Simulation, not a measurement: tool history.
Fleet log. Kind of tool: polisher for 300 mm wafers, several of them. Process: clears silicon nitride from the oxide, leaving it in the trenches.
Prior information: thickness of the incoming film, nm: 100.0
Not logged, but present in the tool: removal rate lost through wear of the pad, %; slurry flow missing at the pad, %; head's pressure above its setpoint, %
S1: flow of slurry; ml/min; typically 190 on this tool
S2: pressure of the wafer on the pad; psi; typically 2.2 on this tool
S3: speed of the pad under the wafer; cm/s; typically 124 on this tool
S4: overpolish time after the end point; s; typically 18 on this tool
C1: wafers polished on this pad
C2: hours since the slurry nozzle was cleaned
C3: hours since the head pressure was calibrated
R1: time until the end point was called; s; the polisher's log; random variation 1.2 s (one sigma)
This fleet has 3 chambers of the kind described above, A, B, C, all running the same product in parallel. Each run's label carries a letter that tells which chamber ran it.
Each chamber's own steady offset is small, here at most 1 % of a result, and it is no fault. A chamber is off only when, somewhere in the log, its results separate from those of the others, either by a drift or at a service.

run	hour	S1	S2	S3	S4	C1	C2	C3	R1
1B	3.2	190	2.2	124	18	29	350.7	27.3	136.4
2A	8.3	190	2.2	124	18	450	355.9	614.9	139.64
3C	11.9	190	2.2	124	18	653	672.1	743.5	141.41
4C	14.7	190	2.2	124	18	673	674.9	746.3	143.01
5B	19.3	190	2.2	124	18	145	366.8	43.4	138.19
6A	25.1	190	2.2	124	18	572	372.7	631.7	138.52
7C	30.5	190	2.2	124	18	787	690.7	762.1	140.76
# hour 31.7: chamber A: worn pad replaced by a new one
8A	35	190	2.2	124	18	24	382.6	641.6	140.18
9B	38.3	190	2.2	124	18	282	385.8	62.4	137.71
10C	43.8	190	2.2	124	18	883	704	775.4	137.93
# hour 45.4: chamber C: slurry nozzle cleaned
11A	48	210	2.2	108	18	118	395.6	654.6	157.38
12B	52.1	210	2.2	108	18	382	399.6	76.2	157.29
13A	58.1	210	2.2	108	18	191	405.7	664.7	157.56
14B	63.8	190	2.2	124	18	466	411.3	87.9	137.77
15C	67.3	190	2.2	124	18	1053	22	798.9	137.92
16C	72.2	190	2.2	124	18	1088	26.9	803.8	139.57
17A	76.6	190	2.2	124	18	324	424.2	683.2	141.14
# hour 81.1: chamber C: worn pad replaced by a new one
18B	82	190	2.2	124	18	598	429.5	106.1	139.09
19C	85.2	190	2.2	124	18	29	39.9	816.8	140.61
20B	90.6	190	2.2	124	18	660	438.1	114.7	138.74
# hour 90.7: chamber B: worn pad replaced by a new one
21A	96.1	190	2.6	92	18	465	443.7	702.7	159.07
22A	101.8	190	2.6	92	18	506	449.4	708.4	159.91
23C	104.9	190	2.6	92	18	172	59.6	836.5	158.62
24B	108.4	190	2.2	124	18	127	455.9	132.5	137.66
# hour 108.9: chamber A: worn pad replaced by a new one
25B	112	190	2.2	124	18	153	459.5	136.1	137.53
# hour 115.4: chamber C: head pressure recalibrated
26A	118.3	190	2.2	124	18	68	465.9	724.9	139.15
27C	122.7	190	2.2	124	18	300	77.4	7.4	140.45

What goes on in this fleet: one chamber off, a drifting gauge, or nothing beyond the chambers' own small offsets? Name the chamber and the cause, if any.

No chamber stands off beyond its own small offset, and the gauge holds steady.
